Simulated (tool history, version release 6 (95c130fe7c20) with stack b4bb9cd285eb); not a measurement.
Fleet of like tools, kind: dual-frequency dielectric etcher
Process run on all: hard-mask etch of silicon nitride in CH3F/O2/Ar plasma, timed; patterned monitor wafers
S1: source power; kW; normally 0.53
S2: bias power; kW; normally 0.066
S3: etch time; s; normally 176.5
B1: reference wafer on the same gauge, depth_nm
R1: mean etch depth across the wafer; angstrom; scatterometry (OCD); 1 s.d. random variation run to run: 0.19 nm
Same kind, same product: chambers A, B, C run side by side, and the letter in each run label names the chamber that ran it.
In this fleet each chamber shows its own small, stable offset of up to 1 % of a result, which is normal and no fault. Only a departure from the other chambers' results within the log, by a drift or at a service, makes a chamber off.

{"run": "1C", "day": 0.283, "S1": 0.53, "S2": 0.066, "S3": 176.5, "B1": 111, "R1": 1339.9}
{"run": "2A", "day": 0.592, "S1": 0.53, "S2": 0.066, "S3": 176.5, "B1": 111.04, "R1": 1324.9}
{"run": "3B", "day": 0.783, "S1": 0.53, "S2": 0.066, "S3": 176.5, "B1": 111.03, "R1": 1332.7}
{"run": "4B", "day": 1.042, "S1": 0.53, "S2": 0.066, "S3": 176.5, "B1": 111.05, "R1": 1330.7}
{"run": "5C", "day": 1.358, "S1": 0.53, "S2": 0.066, "S3": 176.5, "B1": 111.09, "R1": 1340.7}
{"run": "6A", "day": 1.608, "S1": 0.53, "S2": 0.066, "S3": 176.5, "B1": 111.09, "R1": 1330.1}
{"run": "7B", "day": 1.875, "S1": 0.53, "S2": 0.066, "S3": 176.5, "B1": 111.16, "R1": 1335.9}
{"run": "8C", "day": 2.067, "S1": 0.53, "S2": 0.066, "S3": 176.5, "B1": 111.13, "R1": 1335.7}
{"run": "9A", "day": 2.358, "S1": 0.53, "S2": 0.066, "S3": 176.5, "B1": 111.22, "R1": 1329.8}
{"run": "10C", "day": 2.667, "S1": 0.53, "S2": 0.066, "S3": 176.5, "B1": 111.18, "R1": 1341.7}
{"run": "11B", "day": 2.908, "S1": 0.53, "S2": 0.066, "S3": 176.5, "B1": 111.21, "R1": 1335.8}
{"run": "12A", "day": 3.121, "S1": 0.53, "S2": 0.066, "S3": 176.5, "B1": 111.24, "R1": 1331}
{"run": "13A", "day": 3.412, "S1": 0.53, "S2": 0.066, "S3": 208, "B1": 111.27, "R1": 1567.2}
{"run": "14C", "day": 3.642, "S1": 0.53, "S2": 0.066, "S3": 208, "B1": 111.3, "R1": 1579}
{"run": "15B", "day": 3.867, "S1": 0.53, "S2": 0.066, "S3": 208, "B1": 111.3, "R1": 1574.9}
{"run": "16B", "day": 4.083, "S1": 0.53, "S2": 0.066, "S3": 176.5, "B1": 111.27, "R1": 1337.4}
{"run": "17C", "day": 4.417, "S1": 0.53, "S2": 0.052, "S3": 176.5, "B1": 111.35, "R1": 1240.2}
{"run": "18A", "day": 4.738, "S1": 0.53, "S2": 0.052, "S3": 176.5, "B1": 111.36, "R1": 1230.6}
{"run": "19C", "day": 4.888, "S1": 0.53, "S2": 0.052, "S3": 176.5, "B1": 111.35, "R1": 1242.3}
{"run": "20B", "day": 5.125, "S1": 0.53, "S2": 0.066, "S3": 176.5, "B1": 111.33, "R1": 1337.9}
{"run": "21A", "day": 5.35, "S1": 0.53, "S2": 0.077, "S3": 137, "B1": 111.42, "R1": 1089.3}
{"run": "22A", "day": 5.542, "S1": 0.53, "S2": 0.077, "S3": 137, "B1": 111.38, "R1": 1085.2}
{"run": "23C", "day": 5.708, "S1": 0.53, "S2": 0.077, "S3": 137, "B1": 111.42, "R1": 1096.1}
{"run": "24B", "day": 6.021, "S1": 0.53, "S2": 0.066, "S3": 176.5, "B1": 111.41, "R1": 1340.1}
{"run": "25B", "day": 6.233, "S1": 0.53, "S2": 0.066, "S3": 176.5, "B1": 111.45, "R1": 1336.4}
{"run": "26C", "day": 6.446, "S1": 0.53, "S2": 0.066, "S3": 176.5, "B1": 111.48, "R1": 1343}
{"run": "27A", "day": 6.667, "S1": 0.53, "S2": 0.066, "S3": 176.5, "B1": 111.5, "R1": 1332.2}
{"run": "28A", "day": 6.938, "S1": 0.53, "S2": 0.066, "S3": 176.5, "B1": 111.51, "R1": 1329.3}
{"run": "29B", "day": 7.233, "S1": 0.53, "S2": 0.066, "S3": 176.5, "B1": 111.53, "R1": 1339.4}
{"run": "30C", "day": 7.542, "S1": 0.53, "S2": 0.059, "S3": 125, "B1": 111.53, "R1": 914.8}
{"run": "31B", "day": 7.825, "S1": 0.53, "S2": 0.059, "S3": 125, "B1": 111.63, "R1": 916.25}
{"run": "32A", "day": 8.0, "S1": 0.53, "S2": 0.059, "S3": 125, "B1": 111.57, "R1": 910.43}
{"run": "33C", "day": 8.3, "S1": 0.53, "S2": 0.066, "S3": 176.5, "B1": 111.56, "R1": 1341}
{"run": "34C", "day": 8.492, "S1": 0.53, "S2": 0.066, "S3": 176.5, "B1": 111.59, "R1": 1343.2}
{"run": "35B", "day": 8.654, "S1": 0.53, "S2": 0.066, "S3": 176.5, "B1": 111.62, "R1": 1341}
{"run": "36A", "day": 8.917, "S1": 0.53, "S2": 0.066, "S3": 176.5, "B1": 111.61, "R1": 1336.2}

For the next run the whole fleet of 3 chambers uses the same settings. Give each chamber's results:
{"run": "37A", "day": 9.158, "S1": 0.53, "S2": 0.056, "S3": 176.5, "R1": "?"}
{"run": "37B", "day": 9.158, "S1": 0.53, "S2": 0.056, "S3": 176.5, "R1": "?"}
{"run": "37C", "day": 9.158, "S1": 0.53, "S2": 0.056, "S3": 176.5, "R1": "?"}

run=37A R1=1268.1
run=37B R1=1272.3
run=37C R1=1273
